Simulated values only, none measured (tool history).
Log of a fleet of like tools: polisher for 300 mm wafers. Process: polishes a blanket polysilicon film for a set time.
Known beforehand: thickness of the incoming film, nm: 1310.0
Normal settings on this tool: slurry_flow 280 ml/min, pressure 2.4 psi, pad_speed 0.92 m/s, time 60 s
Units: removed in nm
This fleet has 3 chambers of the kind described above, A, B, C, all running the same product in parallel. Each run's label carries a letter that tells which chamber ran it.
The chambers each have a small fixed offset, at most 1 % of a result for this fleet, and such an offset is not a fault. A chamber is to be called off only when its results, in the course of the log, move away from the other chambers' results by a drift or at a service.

run   hour  slurry_flow  pressure  pad_speed  time  wafers polished on this pad  hours since the slurry nozzle was cleaned  hours since the head pressure was calibrated  removed
       0.2  -- chamber A: worn pad replaced by a new one
       5.9  -- chamber C: head pressure recalibrated
 1C    9.4          280       2.4       0.92    60                          669                                      115.5                                           3.6   391.56
 2A   19.5          280       2.4       0.92    60                          227                                      317.7                                         864.7   401.60
 3B   27.3          280       2.4       0.92    60                          488                                      395.4                                          95.5   390.89
 4C   33.6          280       2.4       0.92    60                          954                                      139.7                                          27.8   394.19
 5A   43.7          280       2.4       0.92    47                          513                                      341.9                                         888.9   305.80
 6B   49.3          280       2.4       0.92    47                          747                                      417.4                                         117.5   305.76
 7C   60.0          280       2.4       0.92    47                         1266                                      166.1                                          54.2   308.63
 8B   66.7          280       2.4       0.92    60                          952                                      434.8                                         134.9   402.13
 9A   73.9          280       2.4       0.92    60                          869                                      372.1                                         919.1   384.68
      76.3  -- chamber A: worn pad replaced by a new one
      78.1  -- chamber B: slurry nozzle cleaned
      84.0  -- chamber B: worn pad replaced by a new one
10A   84.3          280       2.4       0.92    60                           94                                      382.5                                         929.5   388.28
11C   92.0          280       2.4       0.92    60                         1643                                      198.1                                          86.2   405.59
12B   99.1          280       2.4       0.92    60                          177                                       21.1                                         167.3   400.49
13C  106.2          280       2.4       0.92    60                         1810                                      212.3                                         100.4   390.23
14A  111.8          280       2.4       0.92    60                          418                                      410.0                                         957.0   382.37
15B  121.6          280       2.4       0.92    60                          443                                       43.6                                         189.8   394.26
16C  130.8          280       2.4       0.92    60                         2100                                      236.9                                         125.0   391.33
17B  138.8          280       3.1       0.70    60                          645                                       60.8                                         207.0   389.22
     146.6  -- chamber A: worn pad replaced by a new one
18A  146.9          280       3.1       0.70    60                            4                                      445.1                                         992.1   382.46
19A  158.1          280       3.1       0.70    60                          136                                      456.3                                        1003.3   386.17
20B  166.5          280       2.4       0.92    60                          972                                       88.5                                         234.7   398.58
21C  171.7          280       2.4       0.92    60                         2582                                      277.8                                         165.9   374.74
22C  177.2          280       2.4       0.92    60                         2647                                      283.3                                         171.4   372.28
23B  185.5          280       2.4       0.92    60                         1196                                      107.5                                         253.7   402.25
     193.1  -- chamber B: worn pad replaced by a new one
24A  196.2          280       2.4       0.92    60                          585                                      494.4                                        1041.4   391.57
     203.9  -- chamber C: slurry nozzle cleaned
25A  206.5          280       2.4       0.92    60                          706                                      504.7                                        1051.7   393.63
26C  217.7          280       2.4       0.92    60                         3124                                       13.9                                         211.9   360.24
27B  227.0          280       2.4       0.92    60                          400                                      149.0                                         295.2   399.94
     228.1  -- chamber A: worn pad replaced by a new one
28C  237.9          280       2.4       0.92    60                         3362                                       34.1                                         232.1   367.31
29A  245.3          280       2.4       0.64    69                          203                                      543.5                                        1090.5   312.14
30B  256.2          280       2.4       0.64    69                          744                                      178.2                                         324.4   326.61
31B  267.7          280       2.4       0.64    69                          879                                      189.7                                         335.9   313.82
32C  276.6          280       2.4       0.92    60                         3818                                       72.8                                         270.8   355.34
     286.0  -- chamber A: slurry nozzle cleaned
33A  287.2          280       2.4       0.92    60                          697                                        1.2                                        1132.4   392.83

The same settings go to every chamber for the next run, one line per chamber below. Forecast the results for each:
34A  295.6          280       2.7       0.92    60                                                                                                                              ?
34B  295.6          280       2.7       0.92    60                                                                                                                              ?
34C  295.6          280       2.7       0.92    60                                                                                                                              ?

run  removed
34A   444.17
34B   465.85
34C   403.15
